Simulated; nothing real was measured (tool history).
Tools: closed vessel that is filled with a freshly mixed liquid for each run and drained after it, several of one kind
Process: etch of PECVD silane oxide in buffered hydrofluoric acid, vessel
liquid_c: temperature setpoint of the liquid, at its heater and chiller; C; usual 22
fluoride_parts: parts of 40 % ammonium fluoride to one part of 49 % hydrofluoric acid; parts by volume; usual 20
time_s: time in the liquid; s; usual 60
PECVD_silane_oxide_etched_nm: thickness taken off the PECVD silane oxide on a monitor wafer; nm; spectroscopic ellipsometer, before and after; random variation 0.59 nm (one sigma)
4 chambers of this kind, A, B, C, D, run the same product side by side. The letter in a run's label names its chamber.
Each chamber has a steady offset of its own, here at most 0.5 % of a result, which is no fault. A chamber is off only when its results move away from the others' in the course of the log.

run	hour	liquid_c	fluoride_parts	time_s	hours since the thermometer was replaced	hours since the hydrofluoric acid flow meter was replaced	read-back film thickness of the PECVD silane oxide reference wafer, read on the same gauge (nm)	PECVD_silane_oxide_etched_nm
1A	8.3	22	20	60	575.7	680.3	49.999	80.742
# hour 10.6: chamber A: hydrofluoric acid flow meter replaced
2C	16.2	22	20	60	1532.6	777.3	49.981	81.117
3B	24	22	20	60	1498.2	319.3	50.013	80.044
4D	31.8	22	20	60	662.6	504.8	49.998	80.159
5A	38.3	22	20	60	605.7	27.8	50.018	80.995
6B	46.2	22	20	60	1520.4	341.5	50.011	80.535
7D	53	22	20	60	683.8	526	49.989	79.804
8C	59.7	22	20	60	1576.1	820.8	50.019	80.735
9A	65.8	22	20	60	633.2	55.3	49.995	79.963
10D	70.1	22	20	60	700.9	543.1	49.986	81.053
11C	77.6	22	20	60	1594	838.7	50.011	80.69
12B	81.3	22	20	60	1555.5	376.6	49.991	80.765
13A	87.9	22	20	60	655.3	77.4	50.017	79.38
14D	96.1	22	20	60	726.9	569.1	50.01	80.462
# hour 98.2: chamber B: hydrofluoric acid flow meter replaced
15C	102	22	20	60	1618.4	863.1	50.008	78.614
16B	108.5	22	20	60	1582.7	10.3	49.985	80.876
17A	114.7	22	20	60	682.1	104.2	50.01	79.907
18C	123.1	22	20	60	1639.5	884.2	50.02	78.552
19B	129	22	20	60	1603.2	30.8	49.992	81.553
20D	132.8	22	20	60	763.6	605.8	49.979	79.537
21D	137.8	22	20	60	768.6	610.8	50.006	79.575
22B	145.2	22	20	60	1619.4	47	50.008	80.75
23A	152.7	26	20	60	720.1	142.2	49.96	101.45
24C	161	26	20	60	1677.4	922.1	50.008	94.324
25B	165.1	26	20	60	1639.3	66.9	50.021	99.785
26A	171.7	26	20	60	739.1	161.2	50.013	101.16
27C	178.4	22	20	60	1694.8	939.5	50.02	75.937
# hour 183.3: chamber B: thermometer replaced
28D	184.6	22	20	60	815.4	657.6	50.033	80.242
29A	190.8	22	20	60	758.2	180.3	50.01	80.509
30D	197.4	22	20	60	828.2	670.4	49.997	79.771
31B	205.5	22	20	60	22.2	107.3	49.988	79.546
# hour 208.2: chamber C: hydrofluoric acid flow meter replaced
32C	210.8	22	20	60	1727.2	2.7	50.004	74.312
33C	218.1	22	20	60	1734.5	10	50.016	73.346
34A	224.5	22	20	60	791.9	214	50.02	80.317

Is one chamber off against the others, does the gauge drift, or is nothing wrong? If a chamber is off, say which, and what the likeliest cause is.

Chamber C drifts away from the others.
Cause: liquid colder than its thermometer reads (K) = 1.87.

Here are 4 candidates for chamber C's next run, each the usual settings with a change, their results left as question marks. Which one brings its results back in line with what the others give on the usual settings?
In line means no further than this from the other chambers' mean on the usual settings: PECVD_silane_oxide_etched_nm 2.1 nm
35C-1	230.7	22	19.5	65				?
35C-2	230.7	22	21	60				?
35C-3	230.7	22	20.5	55				?
35C-4	230.7	22.5	19.5	60				?

The other chambers' mean on the usual settings: PECVD_silane_oxide_etched_nm 80.462 nm
run	PECVD_silane_oxide_etched_nm
35C-1	80.904
35C-2	70.489
35C-3	65.683
35C-4	76.801
35C-1 brings the chamber back in line.
